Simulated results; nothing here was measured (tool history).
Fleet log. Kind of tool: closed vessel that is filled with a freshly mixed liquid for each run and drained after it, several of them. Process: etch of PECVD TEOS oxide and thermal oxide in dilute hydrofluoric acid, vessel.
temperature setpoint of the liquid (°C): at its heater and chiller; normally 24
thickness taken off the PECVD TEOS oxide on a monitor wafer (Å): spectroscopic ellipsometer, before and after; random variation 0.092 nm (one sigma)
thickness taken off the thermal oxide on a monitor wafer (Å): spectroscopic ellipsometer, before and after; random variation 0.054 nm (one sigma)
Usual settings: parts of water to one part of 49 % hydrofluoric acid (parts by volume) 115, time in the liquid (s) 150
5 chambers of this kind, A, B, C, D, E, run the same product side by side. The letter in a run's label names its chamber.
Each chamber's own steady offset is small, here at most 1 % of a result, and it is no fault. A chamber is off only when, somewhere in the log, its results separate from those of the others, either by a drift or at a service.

run	day	temperature setpoint of the liquid (°C)	parts of water to one part of 49 % hydrofluoric acid (parts by volume)	time in the liquid (s)	read-back film thickness of the PECVD TEOS oxide reference wafer, read on the same gauge (nm)	read-back film thickness of the thermal oxide reference wafer, read on the same gauge (nm)	thickness taken off the PECVD TEOS oxide on a monitor wafer (Å)	thickness taken off the thermal oxide on a monitor wafer (Å)
# day 0.158: chamber D: hydrofluoric acid flow meter replaced
1D	0.25	24	115	150	49.968	60.023	143.02	56.878
2A	0.817	24	115	150	49.999	59.99	145.13	56.844
3E	1.321	24	115	150	49.977	59.999	142.64	56.552
4B	1.654	24	115	150	49.941	60.021	143.4	57.81
5C	2.204	24	115	150	49.962	60.014	143.87	57.076
6C	2.667	24	115	150	50.029	59.98	143.17	55.855
7E	3.204	24	115	150	50.025	60.022	142.41	57.039
# day 3.25: chamber B: thermometer replaced
8D	3.783	24	85	150	49.95	59.984	200.6	77.953
9A	4.054	24	85	150	49.99	59.988	202.57	79.39
10B	4.546	24	85	150	49.983	60.019	200.94	79.756
11A	5.121	24	85	150	50.017	60.028	203.73	79.708
12D	5.45	24	85	150	49.965	59.984	199.58	77.686
13B	5.971	24	115	150	50.009	59.985	143.48	57.508
14C	6.279	24	115	150	49.983	60.018	142.08	55.95
15E	6.579	24	115	150	49.986	60.028	142.89	56.971
16E	6.842	24	115	150	49.969	59.996	142.01	55.87
17B	7.292	24	115	150	49.967	59.994	143.84	57.213
18D	7.575	26	115	150	50.001	60.038	156.22	61.597
19C	7.829	26	115	150	50.016	60.032	153.75	61.148
20A	8.25	26	115	150	49.978	59.981	154.06	61.738
21C	8.654	26	115	150	50.014	59.992	153.11	61.178
22E	9.204	26	115	150	50.034	59.992	153.92	61.575
23B	9.779	24	115	150	50.033	60.004	144.24	56.664
24A	10.196	24	115	150	49.989	60.043	144.43	57.638
25D	10.475	24	115	150	49.989	59.986	143.51	55.791
26C	11.012	24	115	150	49.975	59.97	143.68	57.202
27A	11.35	24	115	150	49.988	60.008	142.53	56.365
28D	11.917	24	115	150	49.955	59.958	143.27	56.431
# day 12.354: chamber E: thermometer replaced
29E	12.375	24	115	150	49.995	59.987	143.65	57.31
30B	12.654	24	115	150	49.923	60.03	143.3	56.382
31A	13.192	24	115	150	50.029	59.978	143.74	57.434
32B	13.517	24	115	205	50.006	60.003	196.86	78.107
33D	13.95	24	115	205	49.982	60.013	195.64	78.161
34E	14.221	24	115	205	50.024	59.98	194.6	77.958
35C	14.525	24	115	205	49.945	60.013	194.68	77.591
36A	14.962	24	115	205	50.008	59.95	197.16	76.92
37D	15.329	24	115	150	50.018	59.988	142.82	55.679
38B	15.792	24	115	150	49.983	60.003	143.89	56.667
39C	16.208	24	115	150	49.989	59.989	142.26	55.924
40E	16.683	24	115	150	50.002	60.006	143.6	56.901

What goes on in this fleet: one chamber off, a drifting gauge, or nothing beyond the chambers' own small offsets? Name the chamber and the cause, if any.

Nothing is wrong: each chamber keeps only its own small, steady offset and the gauge holds still.

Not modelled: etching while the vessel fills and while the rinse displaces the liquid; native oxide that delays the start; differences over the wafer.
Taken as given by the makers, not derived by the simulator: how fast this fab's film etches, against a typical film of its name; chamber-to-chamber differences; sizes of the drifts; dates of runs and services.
